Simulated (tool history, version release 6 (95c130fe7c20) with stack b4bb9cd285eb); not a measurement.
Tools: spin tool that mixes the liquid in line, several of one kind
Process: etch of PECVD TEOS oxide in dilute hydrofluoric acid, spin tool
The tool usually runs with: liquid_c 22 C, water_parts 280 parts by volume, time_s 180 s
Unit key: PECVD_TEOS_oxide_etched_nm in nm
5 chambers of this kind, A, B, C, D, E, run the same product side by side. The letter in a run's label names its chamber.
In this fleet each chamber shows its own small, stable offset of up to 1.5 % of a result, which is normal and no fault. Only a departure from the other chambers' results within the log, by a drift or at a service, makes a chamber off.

| run | hour | liquid_c | water_parts | time_s | hours since the thermometer was replaced | hours since the hydrofluoric acid flow meter was replaced | read-back film thickness of the PECVD TEOS oxide reference wafer, read on the same gauge (nm) | PECVD_TEOS_oxide_etched_nm |
|---|---|---|---|---|---|---|---|---|
| 1B | 5.5 | 22 | 280 | 180 | 705.5 | 811 | 40.063 | 4.1916 |
| 2A | 15.7 | 22 | 280 | 180 | 381.3 | 1180.3 | 40 | 4.1724 |
| 3C | 22 | 22 | 280 | 180 | 1279.3 | 595.1 | 40.004 | 4.2179 |
| 4E | 31.9 | 22 | 280 | 180 | 890.6 | 579.5 | 39.973 | 4.2656 |
| 5D | 39.3 | 22 | 280 | 180 | 623.8 | 1728.8 | 40.013 | 4.1896 |
| 6D | 47.4 | 22 | 280 | 180 | 631.9 | 1736.9 | 40.009 | 4.1881 |
| 7A | 58.5 | 22 | 280 | 180 | 424.1 | 1223.1 | 40.073 | 4.2115 |
| 8B | 68.8 | 22 | 280 | 180 | 768.8 | 874.3 | 39.99 | 4.2218 |
| 9E | 79.2 | 22 | 280 | 180 | 937.9 | 626.8 | 39.995 | 4.2764 |
| 10C | 87 | 22 | 280 | 180 | 1344.3 | 660.1 | 40.004 | 4.2436 |
| 11C | 97.4 | 22 | 280 | 180 | 1354.7 | 670.5 | 40.009 | 4.2887 |
| 12E | 104.2 | 22 | 280 | 180 | 962.9 | 651.8 | 40.023 | 4.2238 |
| 13D | 114 | 22 | 280 | 180 | 698.5 | 1803.5 | 39.995 | 4.1866 |
| 14B | 124.1 | 22 | 280 | 225 | 824.1 | 929.6 | 39.955 | 5.2977 |
| 15A | 130 | 22 | 280 | 225 | 495.6 | 1294.6 | 40.013 | 5.1908 |
| 16A | 136.9 | 22 | 280 | 225 | 502.5 | 1301.5 | 39.962 | 5.2048 |
| 17B | 143 | 22 | 280 | 225 | 843 | 948.5 | 40.009 | 5.3268 |
| 18E | 152.3 | 22 | 280 | 225 | 1011 | 699.9 | 39.997 | 5.2663 |
| 19D | 160.8 | 22 | 280 | 180 | 745.3 | 1850.3 | 40.001 | 4.1385 |
| 20C | 169.5 | 22 | 280 | 180 | 1426.8 | 742.6 | 40.006 | 4.4176 |
| 21A | 177.7 | 22 | 280 | 180 | 543.3 | 1342.3 | 39.986 | 4.1313 |
| 22C | 187.4 | 22 | 280 | 180 | 1444.7 | 760.5 | 40.049 | 4.5033 |
| 23B | 197 | 22 | 280 | 180 | 897 | 1002.5 | 40.027 | 4.2714 |
| 24E | 207.9 | 22 | 280 | 180 | 1066.6 | 755.5 | 39.955 | 4.2317 |
| 25D | 218.3 | 22 | 280 | 180 | 802.8 | 1907.8 | 39.995 | 4.1857 |
| 26C | 227.4 | 22 | 280 | 180 | 1484.7 | 800.5 | 39.982 | 4.5588 |
| 27D | 238.5 | 22 | 280 | 180 | 823 | 1928 | 40.046 | 4.1648 |
| 28E | 243.7 | 18.5 | 375 | 180 | 1102.4 | 791.3 | 39.959 | 2.5844 |
| 29B | 252.3 | 18.5 | 375 | 180 | 952.3 | 1057.8 | 40.032 | 2.5815 |
| 30A | 263.7 | 18.5 | 375 | 180 | 629.3 | 1428.3 | 39.992 | 2.5259 |
| 31E | 268.9 | 18.5 | 375 | 180 | 1127.6 | 816.5 | 40.004 | 2.5752 |
| 32A | 274.9 | 18.5 | 375 | 180 | 640.5 | 1439.5 | 39.976 | 2.5171 |
| 33B | 281.3 | 22 | 185 | 180 | 981.3 | 1086.8 | 39.992 | 6.88 |
| 34C | 290.4 | 22 | 185 | 180 | 1547.7 | 863.5 | 40.024 | 7.7058 |
| 35D | 298.2 | 22 | 185 | 180 | 882.7 | 1987.7 | 40.001 | 6.868 |
| 36B | 305.2 | 22 | 185 | 180 | 1005.2 | 1110.7 | 39.991 | 6.9036 |
|  | 314.1 | chamber D: hydrofluoric acid flow meter replaced |
| 37D | 314.9 | 22 | 185 | 180 | 899.4 | 0.8 | 39.995 | 6.972 |
| 38A | 324.9 | 26.5 | 220 | 180 | 690.5 | 1489.5 | 40.028 | 6.4459 |
| 39C | 333.5 | 26.5 | 220 | 180 | 1590.8 | 906.6 | 40.027 | 7.7525 |
| 40E | 343.4 | 26.5 | 220 | 180 | 1202.1 | 891 | 39.989 | 6.7843 |

All chambers now run identical settings, listed one chamber a line with results as question marks. What results will each chamber show?
| 41A | 351.9 | 22 | 280 | 250 |  |  |  | ? |
| 41B | 351.9 | 22 | 280 | 250 |  |  |  | ? |
| 41C | 351.9 | 22 | 280 | 250 |  |  |  | ? |
| 41D | 351.9 | 22 | 280 | 250 |  |  |  | ? |
| 41E | 351.9 | 22 | 280 | 250 |  |  |  | ? |

| run | PECVD_TEOS_oxide_etched_nm |
|---|---|
| 41A | 5.7814 |
| 41B | 5.8915 |
| 41C | 6.5698 |
| 41D | 5.8331 |
| 41E | 5.8361 |
